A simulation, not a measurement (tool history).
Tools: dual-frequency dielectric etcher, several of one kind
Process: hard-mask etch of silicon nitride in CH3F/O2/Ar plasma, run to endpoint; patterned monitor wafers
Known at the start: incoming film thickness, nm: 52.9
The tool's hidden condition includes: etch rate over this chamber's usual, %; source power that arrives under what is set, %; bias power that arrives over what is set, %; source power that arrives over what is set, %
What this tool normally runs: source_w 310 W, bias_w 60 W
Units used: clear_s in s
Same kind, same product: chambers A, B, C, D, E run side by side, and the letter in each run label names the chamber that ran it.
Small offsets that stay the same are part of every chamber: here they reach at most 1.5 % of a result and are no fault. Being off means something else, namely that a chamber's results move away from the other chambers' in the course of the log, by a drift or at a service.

run	hour	source_w	bias_w	hours since the last wet clean	hours since the last source power generator calibration	hours since the last bias power generator calibration	clear_s
1C	4	310	60	209.8	1006.9	1531.6	90.092
2B	11.3	310	60	455.4	1946.3	1390.4	89.426
# hour 15: chamber B: wet clean of the chamber
3E	16.3	310	60	126.2	2692.5	2347.8	90.243
4A	23.7	310	60	32.1	88.6	378.8	89.646
5D	29.2	310	60	224.6	1069	1933.5	89.699
6A	33	310	60	41.4	97.9	388.1	89.78
7D	39	310	60	234.4	1078.8	1943.3	90.041
8E	44.9	310	60	154.8	2721.1	2376.4	90.285
9C	48.6	310	60	254.4	1051.5	1576.2	89.825
10B	56.1	310	60	41.2	1991.1	1435.2	88.925
11D	63.7	310	60	259.1	1103.5	1968	90.185
12E	70.9	310	60	180.8	2747.1	2402.4	90.264
13B	75.6	310	60	60.7	2010.6	1454.7	89.347
14C	83.3	310	60	289.1	1086.2	1610.9	90.214
15A	90.6	310	52	99	155.5	445.7	94.084
16A	97.7	310	52	106.1	162.6	452.8	94.334
17D	102.6	310	52	298	1142.4	2006.9	94.025
18B	108.3	310	52	93.4	2043.3	1487.4	92.879
19C	115.3	310	52	321.1	1118.2	1642.9	94.722
20E	121.9	310	60	231.8	2798.1	2453.4	90.529
21A	126.5	310	65	134.9	191.4	481.6	87.378
22B	132.3	310	65	117.4	2067.3	1511.4	86.918
23D	137.8	310	65	333.2	1177.6	2042.1	87.291
24E	144	310	65	253.9	2820.2	2475.5	87.572
25C	149.1	310	65	354.9	1152	1676.7	87.925
26C	152.7	330	73	358.5	1155.6	1680.3	82.47
27A	160.4	330	73	168.8	225.3	515.5	82.115
28B	164.8	330	73	149.9	2099.8	1543.9	81.728
29D	169.8	330	73	365.2	1209.6	2074.1	82.249
30E	174	330	73	283.9	2850.2	2505.5	82.626
31C	181.5	310	60	387.3	1184.4	1709.1	89.662
32E	188.9	310	60	298.8	2865.1	2520.4	90.332
# hour 189: chamber C: bias power generator calibrated
33B	196.5	310	60	181.6	2131.5	1575.6	89.671
34A	203.4	370	66	211.8	268.3	558.5	81.238
35D	210.6	370	66	406	1250.4	2114.9	81.716
# hour 215.7: chamber D: wet clean of the chamber
36E	215.7	370	66	325.6	2891.9	2547.2	81.954
# hour 216.1: chamber B: source power generator calibrated
37A	221.8	370	66	230.2	286.7	576.9	81.167
38B	227.3	370	66	212.4	11.2	1606.4	80.606
39C	234.8	310	60	440.6	1237.7	45.9	89.842
40D	239.5	310	60	23.8	1279.3	2143.8	89.771
41B	245.6	310	60	230.7	29.5	1624.7	88.999
42A	251.3	310	60	259.7	316.2	606.4	89.955
43D	254.9	310	60	39.2	1294.7	2159.2	89.6

What goes on in this fleet: one chamber off, a drifting gauge, or nothing beyond the chambers' own small offsets? Name the chamber and the cause, if any.

All chambers stay in line apart from their small fixed offsets, and the gauge does not drift.

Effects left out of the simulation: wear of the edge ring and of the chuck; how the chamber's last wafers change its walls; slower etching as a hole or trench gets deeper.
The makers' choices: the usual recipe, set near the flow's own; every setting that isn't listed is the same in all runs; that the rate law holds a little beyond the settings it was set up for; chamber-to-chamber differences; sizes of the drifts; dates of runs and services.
